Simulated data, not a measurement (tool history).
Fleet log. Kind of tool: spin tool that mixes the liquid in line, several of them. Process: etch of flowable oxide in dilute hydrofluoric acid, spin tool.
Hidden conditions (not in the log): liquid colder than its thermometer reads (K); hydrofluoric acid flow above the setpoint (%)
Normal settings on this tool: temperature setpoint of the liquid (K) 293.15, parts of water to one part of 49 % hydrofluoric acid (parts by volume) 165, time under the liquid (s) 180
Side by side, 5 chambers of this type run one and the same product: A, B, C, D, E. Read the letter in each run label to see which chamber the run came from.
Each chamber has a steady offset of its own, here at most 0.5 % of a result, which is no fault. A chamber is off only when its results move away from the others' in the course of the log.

| run | hour | temperature setpoint of the liquid (K) | parts of water to one part of 49 % hydrofluoric acid (parts by volume) | time under the liquid (s) | hours since the thermometer was replaced | hours since the hydrofluoric acid flow meter was replaced | read-back film thickness of the flowable oxide reference wafer, read on the same gauge (nm) | thickness taken off the flowable oxide on a monitor wafer (angstrom) |
|---|---|---|---|---|---|---|---|---|
| 1E | 2.6 | 293.15 | 165 | 180 | 449.1 | 625.3 | 119.99 | 276.85 |
| 2A | 5.1 | 293.15 | 165 | 180 | 1241.3 | 391.9 | 120.02 | 275.85 |
| 3D | 9.5 | 293.15 | 165 | 180 | 745.4 | 1094.4 | 120 | 274.42 |
| 4B | 11.8 | 293.15 | 165 | 180 | 407.8 | 1195.8 | 120 | 277.22 |
| 5C | 14.4 | 293.15 | 165 | 180 | 485.7 | 1114.6 | 120.01 | 275.96 |
| 6B | 18.5 | 293.15 | 165 | 180 | 414.5 | 1202.5 | 120 | 277.25 |
| 7E | 23.4 | 293.15 | 165 | 180 | 469.9 | 646.1 | 120.03 | 275.77 |
| 8A | 27.2 | 293.15 | 165 | 125 | 1263.4 | 414 | 120 | 190.2 |
| 9C | 31.9 | 293.15 | 165 | 125 | 503.2 | 1132.1 | 119.99 | 191.72 |
| 10D | 35 | 293.15 | 165 | 125 | 770.9 | 1119.9 | 120.01 | 190.77 |
| 11C | 37.1 | 293.15 | 165 | 125 | 508.4 | 1137.3 | 119.99 | 191.62 |
|  | 38.3 | chamber D: thermometer replaced |
| 12B | 40.1 | 293.15 | 165 | 125 | 436.1 | 1224.1 | 120.01 | 192.34 |
| 13E | 43.2 | 293.15 | 165 | 180 | 489.7 | 665.9 | 119.98 | 277.79 |
| 14A | 46 | 293.15 | 165 | 220 | 1282.2 | 432.8 | 120 | 332.59 |
|  | 48.8 | chamber D: hydrofluoric acid flow meter replaced |
| 15D | 49.2 | 293.15 | 165 | 220 | 11 | 0.4 | 120 | 338.91 |
| 16B | 53.4 | 293.15 | 165 | 220 | 449.4 | 1237.4 | 120.01 | 337.11 |
| 17C | 56.1 | 293.15 | 165 | 220 | 527.4 | 1156.3 | 120.01 | 338.26 |
| 18A | 58.7 | 293.15 | 165 | 220 | 1294.9 | 445.5 | 120.01 | 328.13 |
| 19D | 61.3 | 293.15 | 165 | 180 | 23.1 | 12.5 | 119.99 | 275.46 |
| 20E | 65.9 | 296.15 | 165 | 225 | 512.4 | 688.6 | 120.01 | 386.64 |
| 21D | 69.9 | 296.15 | 165 | 225 | 31.7 | 21.1 | 120.01 | 387.05 |
| 22A | 74.8 | 296.15 | 165 | 225 | 1311 | 461.6 | 119.99 | 379.16 |
| 23C | 78.9 | 296.15 | 165 | 225 | 550.2 | 1179.1 | 119.98 | 387.18 |
| 24E | 82.8 | 296.15 | 165 | 225 | 529.3 | 705.5 | 120 | 390.07 |
| 25B | 85 | 293.15 | 165 | 180 | 481 | 1269 | 120.02 | 275.69 |
| 26A | 89.7 | 293.15 | 165 | 180 | 1325.9 | 476.5 | 120 | 266.69 |
| 27D | 94.4 | 293.15 | 165 | 180 | 56.2 | 45.6 | 120.01 | 275.68 |
| 28E | 98.7 | 293.15 | 165 | 275 | 545.2 | 721.4 | 119.98 | 424.22 |
| 29C | 102.5 | 293.15 | 165 | 275 | 573.8 | 1202.7 | 119.99 | 420.25 |
| 30B | 106.7 | 293.15 | 165 | 275 | 502.7 | 1290.7 | 120 | 420.61 |
| 31A | 109.5 | 293.15 | 165 | 275 | 1345.7 | 496.3 | 120.01 | 403.59 |
| 32B | 112.5 | 293.15 | 165 | 275 | 508.5 | 1296.5 | 120 | 421.34 |
| 33C | 117.2 | 293.15 | 165 | 180 | 588.5 | 1217.4 | 120 | 274.6 |
| 34E | 119.7 | 293.15 | 165 | 180 | 566.2 | 742.4 | 120 | 275.53 |
| 35D | 124.6 | 293.15 | 165 | 180 | 86.4 | 75.8 | 120 | 275.71 |
| 36C | 126.9 | 290.15 | 165 | 120 | 598.2 | 1227.1 | 119.99 | 162.54 |
| 37D | 130.5 | 290.15 | 165 | 120 | 92.3 | 81.7 | 119.98 | 163.73 |
| 38B | 133.7 | 290.15 | 165 | 120 | 529.7 | 1317.7 | 119.99 | 164.01 |

Is one chamber off against the others, does the gauge drift, or is nothing wrong? If a chamber is off, say which, and what the likeliest cause is.

One chamber, A, drifts off from the rest bit by bit.
What lies behind it: liquid colder than its thermometer reads (K) = 1.29.
Not necessarily distinguishable in this log from: hydrofluoric acid flow below the setpoint (%).

Chamber A could run next with any of the 4 candidate recipes listed below; each alters the usual settings, and their results appear as question marks. Which one brings its results back in line with what the other chambers deliver on the usual settings?
Maximum distance from the other chambers' mean on the usual settings for a result to count as in line: thickness taken off the flowable oxide on a monitor wafer (angstrom) 3.5
| 39A-1 | 137.3 | 293.15 | 165 | 185 |  |  |  | ? |
| 39A-2 | 137.3 | 293.15 | 165 | 170 |  |  |  | ? |
| 39A-3 | 137.3 | 293.15 | 165 | 175 |  |  |  | ? |
| 39A-4 | 137.3 | 293.15 | 165 | 190 |  |  |  | ? |

Average result of the remaining chambers running the usual settings: thickness taken off the flowable oxide on a monitor wafer (angstrom) 276.13
| run | thickness taken off the flowable oxide on a monitor wafer (angstrom) |
|---|---|
| 39A-1 | 269.4 |
| 39A-2 | 247.56 |
| 39A-3 | 254.84 |
| 39A-4 | 276.68 |
39A-4 is the one that brings the chamber's results back in line with the other chambers.
